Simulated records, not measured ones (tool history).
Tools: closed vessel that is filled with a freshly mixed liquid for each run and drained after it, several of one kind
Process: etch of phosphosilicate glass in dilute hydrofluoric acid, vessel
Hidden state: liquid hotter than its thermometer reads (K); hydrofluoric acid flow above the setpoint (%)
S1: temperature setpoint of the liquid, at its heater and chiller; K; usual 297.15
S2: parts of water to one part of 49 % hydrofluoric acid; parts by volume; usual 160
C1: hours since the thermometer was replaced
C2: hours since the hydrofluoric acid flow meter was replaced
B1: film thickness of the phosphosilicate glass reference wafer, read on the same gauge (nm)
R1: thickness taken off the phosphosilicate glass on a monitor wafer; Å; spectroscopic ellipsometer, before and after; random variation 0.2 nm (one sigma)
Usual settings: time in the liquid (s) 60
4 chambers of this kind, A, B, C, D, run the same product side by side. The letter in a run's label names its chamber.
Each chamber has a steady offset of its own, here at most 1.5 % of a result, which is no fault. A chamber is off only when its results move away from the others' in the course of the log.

Run 1B, day 0.329: usual settings; C1 1566.5; C2 1457.9; B1 79.973. Result: R1 222.59 Å.
Run 2C, day 0.6: usual settings; C1 1828.4; C2 17.2; B1 80.008. Result: R1 214.37 Å.
Run 3A, day 0.804: usual settings; C1 831.5; C2 707.9; B1 80.047. Result: R1 216.16 Å.
Run 4D, day 1.175: usual settings; C1 344; C2 2106.8; B1 80.011. Result: R1 218.51 Å.
Run 5C, day 1.488: usual settings but S2 220 parts by volume, time in the liquid (s) 40; C1 1849.7; C2 38.5; B1 80.009. Result: R1 99.625 Å.
Run 6D, day 1.708: usual settings but S2 220 parts by volume, time in the liquid (s) 40; C1 356.8; C2 2119.6; B1 79.982. Result: R1 99.279 Å.
At day 1.862: chamber D: hydrofluoric acid flow meter replaced.
Run 7B, day 1.95: usual settings but S2 220 parts by volume, time in the liquid (s) 40; C1 1605.4; C2 1496.8; B1 79.999. Result: R1 100.13 Å.
Run 8A, day 2.3: usual settings but S2 220 parts by volume, time in the liquid (s) 40; C1 867.4; C2 743.8; B1 79.956. Result: R1 98.836 Å.
Run 9D, day 2.521: usual settings; C1 376.3; C2 15.8; B1 80.007. Result: R1 218.54 Å.
Run 10C, day 2.762: usual settings; C1 1880.3; C2 69.1; B1 80.032. Result: R1 213.12 Å.
Run 11B, day 3.05: usual settings; C1 1631.8; C2 1523.2; B1 80.014. Result: R1 222.92 Å.
Run 12A, day 3.375: usual settings; C1 893.2; C2 769.6; B1 80.014. Result: R1 218.61 Å.
Run 13B, day 3.712: usual settings; C1 1647.7; C2 1539.1; B1 80.012. Result: R1 220.14 Å.
Run 14D, day 3.917: usual settings; C1 409.8; C2 49.3; B1 79.978. Result: R1 218.33 Å.
Run 15C, day 4.125: usual settings; C1 1913; C2 101.8; B1 80.018. Result: R1 216.62 Å.
Run 16A, day 4.508: usual settings; C1 920.4; C2 796.8; B1 80.02. Result: R1 224.64 Å.
Run 17D, day 4.812: usual settings; C1 431.3; C2 70.8; B1 80.021. Result: R1 219.58 Å.
Run 18A, day 5.154: usual settings; C1 935.9; C2 812.3; B1 80.01. Result: R1 227.39 Å.
Run 19B, day 5.358: usual settings; C1 1687.2; C2 1578.6; B1 79.986. Result: R1 221.43 Å.
Run 20C, day 5.592: usual settings; C1 1948.2; C2 137; B1 80.003. Result: R1 216.97 Å.
Run 21B, day 5.771: usual settings; C1 1697.1; C2 1588.5; B1 80.004. Result: R1 221.35 Å.
Run 22A, day 6.025: usual settings; C1 956.8; C2 833.2; B1 80.013. Result: R1 229.04 Å.
Run 23C, day 6.375: usual settings; C1 1967; C2 155.8; B1 79.999. Result: R1 217.09 Å.
Run 24D, day 6.638: usual settings but S2 135 parts by volume, time in the liquid (s) 35; C1 475.1; C2 114.6; B1 80.047. Result: R1 156.04 Å.
Run 25B, day 6.871: usual settings but S2 135 parts by volume, time in the liquid (s) 35; C1 1723.5; C2 1614.9; B1 79.974. Result: R1 159.53 Å.
Run 26C, day 7.258: usual settings but S2 135 parts by volume, time in the liquid (s) 35; C1 1988.2; C2 177; B1 80.037. Result: R1 155.06 Å.
Run 27D, day 7.579: usual settings but S2 135 parts by volume, time in the liquid (s) 35; C1 497.7; C2 137.2; B1 80. Result: R1 155.82 Å.
Run 28A, day 7.979: usual settings but time in the liquid (s) 30; C1 1003.7; C2 880.1; B1 80.006. Result: R1 117.18 Å.
Run 29A, day 8.367: usual settings but time in the liquid (s) 30; C1 1013; C2 889.4; B1 79.976. Result: R1 115.55 Å.
Run 30B, day 8.712: usual settings but time in the liquid (s) 30; C1 1767.7; C2 1659.1; B1 79.959. Result: R1 109.85 Å.
Run 31D, day 9.108: usual settings but time in the liquid (s) 30; C1 534.4; C2 173.9; B1 80.003. Result: R1 109.64 Å.
Run 32C, day 9.292: usual settings; C1 2037; C2 225.8; B1 79.997. Result: R1 218.58 Å.
Run 33A, day 9.529: usual settings; C1 1040.9; C2 917.3; B1 80.002. Result: R1 238.17 Å.
Run 34B, day 9.783: usual settings; C1 1793.4; C2 1684.8; B1 80.011. Result: R1 221.5 Å.
Run 35C, day 10.133: usual settings; C1 2057.2; C2 246; B1 80.028. Result: R1 218.42 Å.
Run 36D, day 10.5: usual settings; C1 567.8; C2 207.3; B1 79.988. Result: R1 224.83 Å.
Run 37C, day 10.804: usual settings but S1 301.15 K, S2 125 parts by volume; C1 2073.3; C2 262.1; B1 80. Result: R1 334.32 Å.
Run 38B, day 11.154: usual settings but S1 301.15 K, S2 125 parts by volume; C1 1826.3; C2 1717.7; B1 79.98. Result: R1 341.4 Å.
Run 39D, day 11.458: usual settings but S1 301.15 K, S2 125 parts by volume; C1 590.8; C2 230.3; B1 79.984. Result: R1 341.2 Å.
Run 40A, day 11.85: usual settings but S1 301.15 K, S2 125 parts by volume; C1 1096.6; C2 973; B1 79.974. Result: R1 376.6 Å.
Run 41D, day 12.046: usual settings but S2 185 parts by volume; C1 604.9; C2 244.4; B1 80.004. Result: R1 183.67 Å.
Run 42B, day 12.254: usual settings but S2 185 parts by volume; C1 1852.7; C2 1744.1; B1 79.982. Result: R1 188.62 Å.
Run 43C, day 12.512: usual settings but S2 185 parts by volume; C1 2114.3; C2 303.1; B1 80.013. Result: R1 181.08 Å.
Run 44A, day 12.738: usual settings but S2 185 parts by volume; C1 1117.9; C2 994.3; B1 80.017. Result: R1 207.06 Å.

All 4 chambers run these settings next. Forecast each chamber's results:
Run 45A, day 13.025: usual settings. Result: R1 ?.
Run 45B, day 13.025: usual settings. Result: R1 ?.
Run 45C, day 13.025: usual settings. Result: R1 ?.
Run 45D, day 13.025: usual settings. Result: R1 ?.

run      R1
45A  244.22
45B  219.64
45C  215.11
45D  218.66

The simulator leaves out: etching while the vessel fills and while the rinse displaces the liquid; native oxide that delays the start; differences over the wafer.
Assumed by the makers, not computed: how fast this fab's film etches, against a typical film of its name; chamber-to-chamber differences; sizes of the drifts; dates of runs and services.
